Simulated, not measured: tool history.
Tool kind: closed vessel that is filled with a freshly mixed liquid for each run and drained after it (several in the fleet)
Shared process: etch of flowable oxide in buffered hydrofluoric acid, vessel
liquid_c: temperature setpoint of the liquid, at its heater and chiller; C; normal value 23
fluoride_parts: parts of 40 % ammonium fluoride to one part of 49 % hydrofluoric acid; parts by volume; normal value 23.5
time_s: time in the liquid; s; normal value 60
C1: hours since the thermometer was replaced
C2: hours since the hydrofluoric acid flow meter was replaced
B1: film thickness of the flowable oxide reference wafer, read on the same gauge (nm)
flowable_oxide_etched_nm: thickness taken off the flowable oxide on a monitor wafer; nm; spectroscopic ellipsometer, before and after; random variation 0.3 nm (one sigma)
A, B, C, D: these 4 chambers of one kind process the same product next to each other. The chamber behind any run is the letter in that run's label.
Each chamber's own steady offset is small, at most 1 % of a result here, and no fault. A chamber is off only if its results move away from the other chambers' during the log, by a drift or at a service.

Run 1C, hour 9.7: usual settings; C1 425.5; C2 2258.7; B1 29.995. Result: flowable_oxide_etched_nm 46.225 nm.
At hour 14.7: chamber D: hydrofluoric acid flow meter replaced.
Run 2D, hour 17: usual settings; C1 1178.4; C2 2.4; B1 30.011. Result: flowable_oxide_etched_nm 45.606 nm.
Run 3A, hour 27.4: usual settings; C1 1422.4; C2 1665.5; B1 29.997. Result: flowable_oxide_etched_nm 46.25 nm.
Run 4B, hour 37: usual settings; C1 219.1; C2 762.7; B1 29.973. Result: flowable_oxide_etched_nm 46.706 nm.
Run 5D, hour 45: usual settings; C1 1206.4; C2 30.4; B1 29.992. Result: flowable_oxide_etched_nm 46.065 nm.
Run 6C, hour 52.2: usual settings; C1 468; C2 2301.2; B1 29.995. Result: flowable_oxide_etched_nm 45.597 nm.
Run 7A, hour 66.5: usual settings; C1 1461.5; C2 1704.6; B1 30.003. Result: flowable_oxide_etched_nm 46.263 nm.
Run 8B, hour 73.3: usual settings but liquid_c 18.5 C, time_s 30 s; C1 255.4; C2 799; B1 30.005. Result: flowable_oxide_etched_nm 17.831 nm.
Run 9C, hour 85.8: usual settings but liquid_c 18.5 C, time_s 30 s; C1 501.6; C2 2334.8; B1 29.991. Result: flowable_oxide_etched_nm 17.717 nm.
Run 10D, hour 99.1: usual settings but liquid_c 18.5 C, time_s 30 s; C1 1260.5; C2 84.5; B1 29.984. Result: flowable_oxide_etched_nm 17.957 nm.
Run 11B, hour 108.7: usual settings but liquid_c 18.5 C, time_s 30 s; C1 290.8; C2 834.4; B1 29.99. Result: flowable_oxide_etched_nm 17.972 nm.
Run 12A, hour 117.3: usual settings; C1 1512.3; C2 1755.4; B1 30.001. Result: flowable_oxide_etched_nm 45.446 nm.
Run 13C, hour 125.6: usual settings; C1 541.4; C2 2374.6; B1 29.998. Result: flowable_oxide_etched_nm 45.818 nm.
At hour 131.4: chamber B: hydrofluoric acid flow meter replaced.
Run 14D, hour 137.4: usual settings; C1 1298.8; C2 122.8; B1 29.991. Result: flowable_oxide_etched_nm 45.896 nm.
Run 15A, hour 150.6: usual settings; C1 1545.6; C2 1788.7; B1 29.994. Result: flowable_oxide_etched_nm 45.742 nm.
Run 16B, hour 164.4: usual settings but liquid_c 26 C; C1 346.5; C2 33.1; B1 29.998. Result: flowable_oxide_etched_nm 54.39 nm.
Run 17C, hour 174.8: usual settings but liquid_c 26 C; C1 590.6; C2 2423.8; B1 30.011. Result: flowable_oxide_etched_nm 53.677 nm.
Run 18D, hour 187.3: usual settings but liquid_c 26 C; C1 1348.7; C2 172.7; B1 29.999. Result: flowable_oxide_etched_nm 54.304 nm.
Run 19A, hour 194: usual settings but liquid_c 26 C; C1 1589; C2 1832.1; B1 29.999. Result: flowable_oxide_etched_nm 52.899 nm.
Run 20B, hour 206.3: usual settings but fluoride_parts 20 parts by volume; C1 388.4; C2 75; B1 30.003. Result: flowable_oxide_etched_nm 52.5 nm.
Run 21D, hour 214.8: usual settings but fluoride_parts 20 parts by volume; C1 1376.2; C2 200.2; B1 30.004. Result: flowable_oxide_etched_nm 51.646 nm.
Run 22C, hour 226.6: usual settings but fluoride_parts 20 parts by volume; C1 642.4; C2 2475.6; B1 29.995. Result: flowable_oxide_etched_nm 51.182 nm.
Run 23B, hour 235.4: usual settings but fluoride_parts 20 parts by volume; C1 417.5; C2 104.1; B1 30. Result: flowable_oxide_etched_nm 51.459 nm.
Run 24A, hour 244.5: usual settings; C1 1639.5; C2 1882.6; B1 30. Result: flowable_oxide_etched_nm 43.537 nm.
Run 25C, hour 255.1: usual settings; C1 670.9; C2 2504.1; B1 30.013. Result: flowable_oxide_etched_nm 45.639 nm.
Run 26B, hour 266.8: usual settings; C1 448.9; C2 135.5; B1 30.004. Result: flowable_oxide_etched_nm 46.724 nm.
At hour 275.6: chamber A: thermometer replaced.
Run 27D, hour 279.3: usual settings but liquid_c 27 C, fluoride_parts 20.5 parts by volume; C1 1440.7; C2 264.7; B1 30.006. Result: flowable_oxide_etched_nm 63.155 nm.
Run 28A, hour 290.5: usual settings but liquid_c 27 C, fluoride_parts 20.5 parts by volume; C1 14.9; C2 1928.6; B1 29.994. Result: flowable_oxide_etched_nm 58.801 nm.
Run 29A, hour 300.5: usual settings but liquid_c 27 C, fluoride_parts 20.5 parts by volume; C1 24.9; C2 1938.6; B1 30.009. Result: flowable_oxide_etched_nm 57.892 nm.
Run 30B, hour 314.2: usual settings but liquid_c 27 C, fluoride_parts 20.5 parts by volume; C1 496.3; C2 182.9; B1 30.001. Result: flowable_oxide_etched_nm 62.814 nm.

Which is it: a chamber that has drifted or been left off by a service, a gauge drift common to all chambers, or only each chamber's usual small offset? If a chamber is off, name it and its likeliest cause.

Chamber A drifts away from the others.
Likeliest cause: hydrofluoric acid flow below the setpoint (%) = 12.1.

Here are 4 candidates for chamber A's next run, each the usual settings with a change, their results left as question marks. Which one brings its results back in line with what the others give on the usual settings?
A result is in line if it is within this distance of the other chambers' mean on the usual settings: flowable_oxide_etched_nm 1 nm
Run 31A-1, hour 324.6: usual settings but time_s 55 s. Result: flowable_oxide_etched_nm ?.
Run 31A-2, hour 324.6: usual settings but time_s 50 s. Result: flowable_oxide_etched_nm ?.
Run 31A-3, hour 324.6: usual settings but time_s 65 s. Result: flowable_oxide_etched_nm ?.
Run 31A-4, hour 324.6: usual settings but liquid_c 24.5 C, fluoride_parts 20.5 parts by volume. Result: flowable_oxide_etched_nm ?.

Mean of the other chambers on the usual settings: flowable_oxide_etched_nm 46.08 nm
  run  flowable_oxide_etched_nm
31A-1                    38.685
31A-2                    35.168
31A-3                    45.718
31A-4                    50.449
It is 31A-3 that realigns the chamber with its peers.
